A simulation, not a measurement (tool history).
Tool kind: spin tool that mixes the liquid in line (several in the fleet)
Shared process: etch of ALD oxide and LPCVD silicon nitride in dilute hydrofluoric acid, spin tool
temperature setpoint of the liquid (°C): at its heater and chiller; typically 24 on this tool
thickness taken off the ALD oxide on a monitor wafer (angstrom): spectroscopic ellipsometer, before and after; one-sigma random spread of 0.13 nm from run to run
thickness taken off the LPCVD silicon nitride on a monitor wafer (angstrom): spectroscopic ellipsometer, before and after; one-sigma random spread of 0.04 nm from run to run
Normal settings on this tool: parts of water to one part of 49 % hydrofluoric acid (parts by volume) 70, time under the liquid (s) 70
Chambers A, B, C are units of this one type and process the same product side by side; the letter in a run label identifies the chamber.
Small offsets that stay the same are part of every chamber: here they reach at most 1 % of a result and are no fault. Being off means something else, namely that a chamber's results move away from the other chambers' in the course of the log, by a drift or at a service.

run     day  temperature setpoint of the liquid (°C)  parts of water to one part of 49 % hydrofluoric acid (parts by volume)  time under the liquid (s)  read-back film thickness of the ALD oxide reference wafer, read on the same gauge (nm)  read-back film thickness of the LPCVD silicon nitride reference wafer, read on the same gauge (nm)  thickness taken off the ALD oxide on a monitor wafer (angstrom)  thickness taken off the LPCVD silicon nitride on a monitor wafer (angstrom)
 1B   0.400                                       24                                                                      70                         70                                                                                  39.965                                                                                              50.009                                                          145.910                                                                       5.1633
 2A   0.800                                       24                                                                      70                         70                                                                                  39.982                                                                                              49.976                                                          146.840                                                                       4.5803
 3C   1.112                                       24                                                                      70                         70                                                                                  39.983                                                                                              50.019                                                          146.500                                                                       4.9093
 4C   1.375                                       24                                                                      70                         70                                                                                  40.030                                                                                              49.984                                                          145.360                                                                       5.3381
 5B   1.654                                       24                                                                      70                         70                                                                                  39.973                                                                                              49.983                                                          146.390                                                                       4.6292
 6A   1.929                                       24                                                                      70                         70                                                                                  39.986                                                                                              49.973                                                          146.580                                                                       5.1007
 7B   2.175                                       24                                                                      70                         70                                                                                  39.960                                                                                              50.012                                                          147.490                                                                       5.3265
 8C   2.558                                       24                                                                      70                         70                                                                                  40.040                                                                                              49.998                                                          143.910                                                                       4.5876
 9A   2.792                                       24                                                                      70                         70                                                                                  40.006                                                                                              50.011                                                          147.940                                                                       4.5486
10A   3.058                                       24                                                                      70                         70                                                                                  39.968                                                                                              50.014                                                          145.240                                                                       5.1340
11B   3.350                                       24                                                                      70                         70                                                                                  39.996                                                                                              50.002                                                          146.450                                                                       4.5394
12C   3.621                                       24                                                                      70                         70                                                                                  39.968                                                                                              50.015                                                          143.910                                                                       4.7056
13C   3.983                                       24                                                                      70                         70                                                                                  39.950                                                                                              50.006                                                          142.770                                                                       5.0992
14B   4.379                                       24                                                                      70                         70                                                                                  40.018                                                                                              50.002                                                          143.430                                                                       4.8081
15A   4.779                                       24                                                                      70                         70                                                                                  40.002                                                                                              49.987                                                          145.470                                                                       4.8205
16C   5.158                                       24                                                                      70                         70                                                                                  40.029                                                                                              50.004                                                          145.120                                                                       4.6301
17A   5.400                                       27                                                                      70                         70                                                                                  39.955                                                                                              50.002                                                          163.780                                                                       6.1579
18B   5.683                                       27                                                                      70                         70                                                                                  40.001                                                                                              50.012                                                          163.320                                                                       6.6588
19A   5.871                                       27                                                                      70                         70                                                                                  39.989                                                                                              49.992                                                          164.940                                                                       6.1539
20B   6.200                                       24                                                                      70                         70                                                                                  40.026                                                                                              50.006                                                          149.530                                                                       4.1253
21C   6.450                                       24                                                                      70                         70                                                                                  40.017                                                                                              49.994                                                          144.930                                                                       4.7062
22C   6.742                                       24                                                                      70                         70                                                                                  40.023                                                                                              49.998                                                          145.100                                                                       4.7253
23B   7.088                                       24                                                                      70                         70                                                                                  39.959                                                                                              50.008                                                          145.910                                                                       5.0053
24A   7.333                                       24                                                                      70                         70                                                                                  39.982                                                                                              50.003                                                          145.990                                                                       4.7238
25A   7.629                                       24                                                                      70                         70                                                                                  39.963                                                                                              50.020                                                          144.730                                                                       5.1916
26C   7.912                                       24                                                                      70                         70                                                                                  39.996                                                                                              49.988                                                          142.340                                                                       4.4631
27B   8.112                                       24                                                                      70                         70                                                                                  40.003                                                                                              50.009                                                          146.360                                                                       3.8948
28B   8.446                                       24                                                                      70                         70                                                                                  39.986                                                                                              50.016                                                          146.350                                                                       4.4139
29A   8.692                                       24                                                                      70                         70                                                                                  40.006                                                                                              49.974                                                          144.450                                                                       5.0780
30C   8.908                                       21                                                                      95                         70                                                                                  39.985                                                                                              49.978                                                           90.696                                                                       2.8976
31A   9.212                                       21                                                                      95                         70                                                                                  39.991                                                                                              50.008                                                           93.128                                                                       2.4926
32B   9.529                                       21                                                                      95                         70                                                                                  39.977                                                                                              49.998                                                           91.781                                                                       2.8409
33C   9.854                                       24                                                                      70                         70                                                                                  39.997                                                                                              50.012                                                          143.910                                                                       4.7846
34B  10.192                                       24                                                                      70                         70                                                                                  39.973                                                                                              49.989                                                          147.050                                                                       5.0162

Decide between three cases: one chamber stands off from its peers, the gauge reading all wafers drifts, or nothing is wrong past each chamber's small offset. Where a chamber is off, say which and what most likely put it there.

No chamber stands off beyond its own small offset, and the gauge holds steady.

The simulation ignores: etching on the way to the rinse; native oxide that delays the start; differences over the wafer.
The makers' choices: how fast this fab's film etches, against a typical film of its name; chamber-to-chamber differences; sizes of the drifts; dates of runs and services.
